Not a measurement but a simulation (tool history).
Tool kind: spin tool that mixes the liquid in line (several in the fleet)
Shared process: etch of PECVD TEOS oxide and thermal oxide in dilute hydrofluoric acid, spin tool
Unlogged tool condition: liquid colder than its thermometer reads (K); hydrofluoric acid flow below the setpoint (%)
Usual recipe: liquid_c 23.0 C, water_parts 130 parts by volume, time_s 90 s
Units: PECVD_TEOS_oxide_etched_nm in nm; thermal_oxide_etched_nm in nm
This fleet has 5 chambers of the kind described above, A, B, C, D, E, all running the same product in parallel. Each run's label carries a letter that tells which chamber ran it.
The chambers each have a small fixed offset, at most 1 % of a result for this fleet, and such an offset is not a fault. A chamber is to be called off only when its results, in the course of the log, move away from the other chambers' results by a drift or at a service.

run   hour  liquid_c  water_parts  time_s  hours since the thermometer was replaced  hours since the hydrofluoric acid flow meter was replaced  read-back film thickness of the PECVD TEOS oxide reference wafer, read on the same gauge (nm)  read-back film thickness of the thermal oxide reference wafer, read on the same gauge (nm)  PECVD_TEOS_oxide_etched_nm  thermal_oxide_etched_nm
 1B    5.1      23.0          130      90                                     623.6                                                      743.8                                                                                         69.998                                                                                      110.00                      9.4805                   3.0043
 2A   12.7      23.0          130      90                                    2128.4                                                      982.4                                                                                         70.007                                                                                      109.99                      9.5534                   2.9739
 3C   18.0      23.0          130      90                                     524.3                                                      117.0                                                                                         69.986                                                                                      109.94                      9.3534                   3.0655
 4D   23.3      23.0          130      90                                     778.3                                                      660.3                                                                                         70.023                                                                                      109.99                      9.5201                   3.0133
 5E   29.6      23.0          130      90                                     865.7                                                      874.9                                                                                         70.015                                                                                      109.93                      9.6336                   3.0183
 6E   33.3      23.0          130      90                                     869.4                                                      878.6                                                                                         69.996                                                                                      110.01                      9.6744                   3.0089
 7C   40.7      23.0          130      90                                     547.0                                                      139.7                                                                                         70.016                                                                                      109.97                      9.4740                   3.0578
 8B   46.1      23.0          130      90                                     664.6                                                      784.8                                                                                         70.003                                                                                      110.01                      9.5725                   3.0508
 9D   53.4      23.0          130      90                                     808.4                                                      690.4                                                                                         70.027                                                                                      110.03                      9.4868                   3.0787
10A   61.2      23.0          130      90                                    2176.9                                                     1030.9                                                                                         70.020                                                                                      109.93                      9.5670                   2.9966
11D   67.9      23.0          130      90                                     822.9                                                      704.9                                                                                         69.970                                                                                      110.01                      9.5832                   3.0483
12E   74.1      23.0          130      90                                     910.2                                                      919.4                                                                                         69.980                                                                                      110.03                      9.5595                   3.0504
13A   81.0      23.0          130      90                                    2196.7                                                     1050.7                                                                                         69.979                                                                                      109.98                      9.5024                   3.0615
14B   85.6      23.0          130      90                                     704.1                                                      824.3                                                                                         70.018                                                                                      110.03                      9.5544                   2.9921
15C   92.0      23.0          130      90                                     598.3                                                      191.0                                                                                         70.018                                                                                      110.00                      9.4554                   3.0985
16A   96.9      23.0          130      90                                    2212.6                                                     1066.6                                                                                         70.039                                                                                      110.01                      9.6002                   2.9966
17C  100.9      21.0          130      90                                     607.2                                                      199.9                                                                                         70.000                                                                                      109.96                      8.7400                   2.8181
18D  108.5      21.0          130      90                                     863.5                                                      745.5                                                                                         70.006                                                                                      110.00                      8.7793                   2.7831
19E  115.4      21.0          130      90                                     951.5                                                      960.7                                                                                         70.049                                                                                      109.99                      8.7174                   2.8267
20B  121.0      21.0          130      90                                     739.5                                                      859.7                                                                                         70.010                                                                                      110.00                      8.7212                   2.7840
21E  128.2      21.0          130      90                                     964.3                                                      973.5                                                                                         70.022                                                                                      109.97                      8.8871                   2.7774
22B  135.2      23.0          130      90                                     753.7                                                      873.9                                                                                         70.017                                                                                      110.00                      9.4939                   2.9823
23D  140.9      23.0          130      90                                     895.9                                                      777.9                                                                                         70.030                                                                                      110.03                      9.6617                   3.0363
24C  148.7      23.0          130      90                                     655.0                                                      247.7                                                                                         70.010                                                                                      109.99                      9.5702                   2.9971
     150.8  -- chamber A: hydrofluoric acid flow meter replaced
25A  153.7      23.0          130      90                                    2269.4                                                        2.9                                                                                         70.011                                                                                      109.98                      9.5743                   3.0203
26A  158.8      23.0          130      90                                    2274.5                                                        8.0                                                                                         70.025                                                                                      109.98                      9.4264                   3.0541
27C  165.8      23.0           85      90                                     672.1                                                      264.8                                                                                         70.004                                                                                      109.99                     15.4760                   4.9260
28D  170.3      23.0           85      90                                     925.3                                                      807.3                                                                                         69.988                                                                                      110.04                     15.2180                   4.8057
29E  177.7      23.0           85      90                                    1013.8                                                     1023.0                                                                                         69.988                                                                                      109.97                     15.3120                   4.9500
30B  185.6      23.0           85      90                                     804.1                                                      924.3                                                                                         69.965                                                                                      109.93                     15.3400                   4.9108
31B  193.9      23.0           85      90                                     812.4                                                      932.6                                                                                         69.991                                                                                      110.00                     15.3200                   4.9017
32A  200.8      23.0          130      90                                    2316.5                                                       50.0                                                                                         69.979                                                                                      110.03                      9.4456                   3.0408
33E  204.6      23.0          130      90                                    1040.7                                                     1049.9                                                                                         70.010                                                                                      109.97                      9.6634                   3.0568
34D  208.5      18.5          130      90                                     963.5                                                      845.5                                                                                         69.967                                                                                      109.95                      7.9920                   2.5432

All chambers now run identical settings, listed one chamber a line with results as question marks. What results will each chamber show?
35A  214.5      23.0           70      90                                                                                                                                                                                                                                                                                                                           ?                        ?
35B  214.5      23.0           70      90                                                                                                                                                                                                                                                                                                                           ?                        ?
35C  214.5      23.0           70      90                                                                                                                                                                                                                                                                                                                           ?                        ?
35D  214.5      23.0           70      90                                                                                                                                                                                                                                                                                                                           ?                        ?
35E  214.5      23.0           70      90                                                                                                                                                                                                                                                                                                                           ?                        ?

run  PECVD_TEOS_oxide_etched_nm  thermal_oxide_etched_nm
35A                     18.8130                   5.8953
35B                     18.7970                   6.0282
35C                     19.0060                   6.0835
35D                     19.0420                   6.0434
35E                     19.3360                   6.1070
